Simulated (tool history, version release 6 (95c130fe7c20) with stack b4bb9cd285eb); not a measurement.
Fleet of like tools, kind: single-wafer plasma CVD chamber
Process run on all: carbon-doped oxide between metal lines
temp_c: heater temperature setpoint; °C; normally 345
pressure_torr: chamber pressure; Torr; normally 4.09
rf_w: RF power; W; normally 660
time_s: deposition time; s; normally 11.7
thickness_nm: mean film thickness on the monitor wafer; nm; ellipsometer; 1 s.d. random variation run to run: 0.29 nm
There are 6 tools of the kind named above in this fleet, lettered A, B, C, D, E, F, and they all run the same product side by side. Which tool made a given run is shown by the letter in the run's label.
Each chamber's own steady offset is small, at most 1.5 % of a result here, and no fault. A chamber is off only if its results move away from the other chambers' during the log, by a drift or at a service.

run,hour,temp_c,pressure_torr,rf_w,time_s,hours since the last thermocouple change,hours since the last RF generator calibration,hours since the last manometer calibration,"read-back reference wafer on the same gauge, thickness_nm",thickness_nm
1A,8.9,345,4.09,660,11.7,1334.9,510.9,491.2,67.308,71.931
2E,16.3,345,4.09,660,11.7,896.4,1807.7,1054.4,67.266,70.36
# hour 26.5: chamber E: RF generator calibrated
3D,27,345,4.09,660,11.7,292.9,416.4,193.1,67.348,71.007
4F,40,345,4.09,660,11.7,73.2,1098.7,1139.8,67.256,71.174
5B,52.9,345,4.09,660,11.7,1601.9,873.9,1438.5,67.366,70.945
6C,63.6,345,4.09,660,9.6,73.4,157.8,420.1,67.333,58.819
7E,72.4,345,4.09,660,9.6,952.5,45.9,1110.5,67.333,57.756
8A,81.8,345,4.09,660,9.6,1407.8,583.8,564.1,67.289,59.549
# hour 93.8: chamber B: capacitance manometer re-zeroed and calibrated
9F,94.9,345,4.09,660,9.6,128.1,1153.6,1194.7,67.256,58.436
10D,107.5,345,4.09,660,9.6,373.4,496.9,273.6,67.3,58.889
11C,116.2,345,4.09,660,9.6,126,210.4,472.7,67.28,58.434
12B,124.9,335,4.09,660,12.5,1673.9,945.9,31.1,67.266,78.019
13B,132,335,4.09,660,12.5,1681,953,38.2,67.314,78.143
14D,141.1,335,4.09,660,12.5,407,530.5,307.2,67.327,78.024
# hour 145.6: chamber B: thermocouple changed; heater temperature recalibrated
15A,154.8,335,4.09,660,12.5,1480.8,656.8,637.1,67.28,79.003
16E,162.8,335,4.09,660,12.5,1042.9,136.3,1200.9,67.234,78.39
17C,170.6,335,4.09,660,12.5,180.4,264.8,527.1,67.254,78.835
18F,181.6,333,4.09,780,11.7,214.8,1240.3,1281.4,67.303,81.584
19C,189.7,333,4.09,780,11.7,199.5,283.9,546.2,67.342,81.997
20E,202.9,333,4.09,780,11.7,1083,176.4,1241,67.308,80.643
21B,209.1,333,4.09,780,11.7,63.6,1030.1,115.3,67.376,81.727
22F,221.9,333,4.09,780,11.7,255.1,1280.6,1321.7,67.302,81.516
23D,229.5,333,4.09,780,11.7,495.4,618.9,395.6,67.294,81.818
24A,242.6,345,4.09,660,11.7,1568.6,744.6,724.9,67.295,71.773
25C,249,345,4.09,660,11.7,258.8,343.2,605.5,67.346,71.518
26E,259.8,345,4.09,660,11.7,1139.9,233.3,1297.9,67.308,70.478
27F,266.4,345,4.09,660,11.7,299.6,1325.1,1366.2,67.337,71.252
28D,276.7,345,4.09,660,11.7,542.6,666.1,442.8,67.246,70.982
29B,285,345,4.09,660,11.7,139.5,1106,191.2,67.304,70.759
30A,291.3,345,4.09,660,11.7,1617.3,793.3,773.6,67.354,72.384
31C,304.2,345,4.09,660,11.7,314,398.4,660.7,67.294,71.211
32B,315.5,345,4.09,660,11.7,170,1136.5,221.7,67.303,70.838
33A,325.1,345,4.09,660,11.7,1651.1,827.1,807.4,67.269,72.294
34E,337.4,345,4.09,660,11.7,1217.5,310.9,1375.5,67.311,70.001
35F,345.7,345,4.09,660,11.7,378.9,1404.4,1445.5,67.281,71.184
36D,355.7,345,4.09,660,11.7,621.6,745.1,521.8,67.28,70.696
37B,362.4,345,4.09,660,11.7,216.9,1183.4,268.6,67.301,70.088
38F,368.8,345,4.09,660,11.7,402,1427.5,1468.6,67.356,70.845
39D,377.7,345,4.09,660,11.7,643.6,767.1,543.8,67.296,70.785
40A,384.6,345,4.09,660,11.7,1710.6,886.6,866.9,67.296,72.124
41E,396.3,345,4.09,660,11.7,1276.4,369.8,1434.4,67.261,70.451
42C,402.7,345,4.79,660,12.7,412.5,496.9,759.2,67.285,79.05
43F,412.4,345,4.79,660,12.7,445.6,1471.1,1512.2,67.287,79.041

Is one chamber out of step, is the gauge drifting, or do the chambers differ by no more than their own small offsets? For an off chamber, give its letter and the likeliest cause.

Nothing is wrong: each chamber keeps only its own small, steady offset and the gauge holds still.

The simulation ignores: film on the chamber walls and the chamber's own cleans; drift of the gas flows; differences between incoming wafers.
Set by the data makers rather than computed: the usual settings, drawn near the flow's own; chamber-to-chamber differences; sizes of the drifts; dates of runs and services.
